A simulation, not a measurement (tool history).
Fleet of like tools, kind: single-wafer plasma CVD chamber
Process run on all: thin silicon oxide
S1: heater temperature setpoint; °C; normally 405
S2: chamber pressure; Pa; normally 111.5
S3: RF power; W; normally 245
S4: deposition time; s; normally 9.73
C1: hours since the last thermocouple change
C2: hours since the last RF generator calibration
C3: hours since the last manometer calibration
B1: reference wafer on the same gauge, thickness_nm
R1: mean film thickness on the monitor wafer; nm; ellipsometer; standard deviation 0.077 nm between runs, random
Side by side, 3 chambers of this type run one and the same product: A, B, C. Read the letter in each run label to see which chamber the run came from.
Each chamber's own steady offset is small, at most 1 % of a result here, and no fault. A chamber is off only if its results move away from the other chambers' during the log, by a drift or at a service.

Run 1A, hour 2.8: usual settings; C1 1347.5; C2 816.7; C3 421.3; B1 18.477. Result: R1 16.895 nm.
Run 2C, hour 5.2: usual settings; C1 59.7; C2 322.4; C3 142.1; B1 18.499. Result: R1 16.971 nm.
Run 3B, hour 9.1: usual settings; C1 984.3; C2 1260.8; C3 2349.7; B1 18.492. Result: R1 16.913 nm.
Run 4B, hour 13.3: usual settings; C1 988.5; C2 1265.0; C3 2353.9; B1 18.491. Result: R1 16.955 nm.
Run 5A, hour 16.3: usual settings; C1 1361.0; C2 830.2; C3 434.8; B1 18.513. Result: R1 16.942 nm.
Run 6C, hour 18.9: usual settings; C1 73.4; C2 336.1; C3 155.8; B1 18.471. Result: R1 17.141 nm.
Run 7C, hour 21.9: usual settings; C1 76.4; C2 339.1; C3 158.8; B1 18.512. Result: R1 16.990 nm.
Run 8A, hour 26.1: usual settings; C1 1370.8; C2 840.0; C3 444.6; B1 18.498. Result: R1 16.960 nm.
Run 9B, hour 30.4: usual settings; C1 1005.6; C2 1282.1; C3 2371.0; B1 18.492. Result: R1 16.925 nm.
Run 10B, hour 35.7: usual settings; C1 1010.9; C2 1287.4; C3 2376.3; B1 18.519. Result: R1 16.903 nm.
Run 11C, hour 41.0: usual settings; C1 95.5; C2 358.2; C3 177.9; B1 18.516. Result: R1 17.064 nm.
Run 12A, hour 46.5: usual settings; C1 1391.2; C2 860.4; C3 465.0; B1 18.514. Result: R1 16.924 nm.
Run 13B, hour 52.1: usual settings but S3 200 W; C1 1027.3; C2 1303.8; C3 2392.7; B1 18.504. Result: R1 15.441 nm.
Run 14A, hour 54.6: usual settings but S3 200 W; C1 1399.3; C2 868.5; C3 473.1; B1 18.511. Result: R1 15.420 nm.
Run 15C, hour 57.9: usual settings but S3 200 W; C1 112.4; C2 375.1; C3 194.8; B1 18.524. Result: R1 15.421 nm.
At hour 58.0: chamber B: capacitance manometer re-zeroed and calibrated.
Run 16A, hour 60.9: usual settings but S1 411 °C, S3 205 W; C1 1405.6; C2 874.8; C3 479.4; B1 18.486. Result: R1 15.494 nm.
Run 17C, hour 63.3: usual settings but S1 411 °C, S3 205 W; C1 117.8; C2 380.5; C3 200.2; B1 18.484. Result: R1 15.586 nm.
Run 18B, hour 67.2: usual settings but S1 411 °C, S3 205 W; C1 1042.4; C2 1318.9; C3 9.2; B1 18.507. Result: R1 14.768 nm.
Run 19A, hour 70.5: usual settings but S1 416 °C, S2 100.4 Pa; C1 1415.2; C2 884.4; C3 489.0; B1 18.487. Result: R1 15.313 nm.
Run 20B, hour 74.7: usual settings but S1 416 °C, S2 100.4 Pa; C1 1049.9; C2 1326.4; C3 16.7; B1 18.510. Result: R1 14.451 nm.
Run 21C, hour 80.1: usual settings but S1 416 °C, S2 100.4 Pa; C1 134.6; C2 397.3; C3 217.0; B1 18.508. Result: R1 15.273 nm.
Run 22B, hour 84.4: usual settings; C1 1059.6; C2 1336.1; C3 26.4; B1 18.486. Result: R1 16.141 nm.
Run 23C, hour 90.0: usual settings; C1 144.5; C2 407.2; C3 226.9; B1 18.509. Result: R1 17.186 nm.
Run 24A, hour 94.7: usual settings; C1 1439.4; C2 908.6; C3 513.2; B1 18.514. Result: R1 16.899 nm.
Run 25C, hour 98.7: usual settings; C1 153.2; C2 415.9; C3 235.6; B1 18.521. Result: R1 16.939 nm.
Run 26A, hour 101.9: usual settings; C1 1446.6; C2 915.8; C3 520.4; B1 18.500. Result: R1 16.928 nm.
Run 27B, hour 105.9: usual settings; C1 1081.1; C2 1357.6; C3 47.9; B1 18.516. Result: R1 16.228 nm.
Run 28A, hour 111.0: usual settings; C1 1455.7; C2 924.9; C3 529.5; B1 18.511. Result: R1 17.013 nm.
Run 29B, hour 113.8: usual settings; C1 1089.0; C2 1365.5; C3 55.8; B1 18.505. Result: R1 16.092 nm.
Run 30C, hour 117.6: usual settings; C1 172.1; C2 434.8; C3 254.5; B1 18.507. Result: R1 17.048 nm.
Run 31B, hour 121.3: usual settings; C1 1096.5; C2 1373.0; C3 63.3; B1 18.502. Result: R1 15.990 nm.
Run 32A, hour 124.2: usual settings; C1 1468.9; C2 938.1; C3 542.7; B1 18.482. Result: R1 16.974 nm.
Run 33C, hour 127.8: usual settings; C1 182.3; C2 445.0; C3 264.7; B1 18.476. Result: R1 17.024 nm.
Run 34A, hour 133.4: usual settings; C1 1478.1; C2 947.3; C3 551.9; B1 18.496. Result: R1 16.922 nm.
Run 35B, hour 137.4: usual settings; C1 1112.6; C2 1389.1; C3 79.4; B1 18.502. Result: R1 16.109 nm.
Run 36C, hour 140.0: usual settings; C1 194.5; C2 457.2; C3 276.9; B1 18.518. Result: R1 17.090 nm.
Run 37C, hour 144.4: usual settings; C1 198.9; C2 461.6; C3 281.3; B1 18.488. Result: R1 16.965 nm.
Run 38B, hour 147.4: usual settings; C1 1122.6; C2 1399.1; C3 89.4; B1 18.480. Result: R1 16.051 nm.
Run 39A, hour 150.2: usual settings; C1 1494.9; C2 964.1; C3 568.7; B1 18.500. Result: R1 16.815 nm.
Run 40B, hour 155.1: usual settings; C1 1130.3; C2 1406.8; C3 97.1; B1 18.502. Result: R1 16.148 nm.
Run 41C, hour 159.5: usual settings; C1 214.0; C2 476.7; C3 296.4; B1 18.491. Result: R1 17.065 nm.
Run 42A, hour 163.7: usual settings; C1 1508.4; C2 977.6; C3 582.2; B1 18.470. Result: R1 16.882 nm.
Run 43B, hour 166.2: usual settings; C1 1141.4; C2 1417.9; C3 108.2; B1 18.503. Result: R1 16.109 nm.

What goes on in this fleet: one chamber off, a drifting gauge, or nothing beyond the chambers' own small offsets? Name the chamber and the cause, if any.

A service left chamber B off against the others.
Likeliest cause: true pressure below the setpoint (%) = 5.25.

Below are 4 candidate recipes for chamber B's next run, each the usual settings with a change, their results shown as question marks. Which of them brings B's results back in line with what the other chambers give on the usual settings?
In line means no further than this from the other chambers' mean on the usual settings: R1 0.270 nm
Run 44B-1, hour 170.2: usual settings but S2 109.1 Pa. Result: R1 ?.
Run 44B-2, hour 170.2: usual settings but S2 106.4 Pa, S3 240 W. Result: R1 ?.
Run 44B-3, hour 170.2: usual settings but S2 113.9 Pa. Result: R1 ?.
Run 44B-4, hour 170.2: usual settings but S3 250 W, S4 10.13 s. Result: R1 ?.

On the usual settings, the other chambers give on average: R1 16.966 nm
  run      R1
44B-1  15.812
44B-2  15.293
44B-3  16.479
44B-4  16.966
44B-4 brings the chamber back in line.
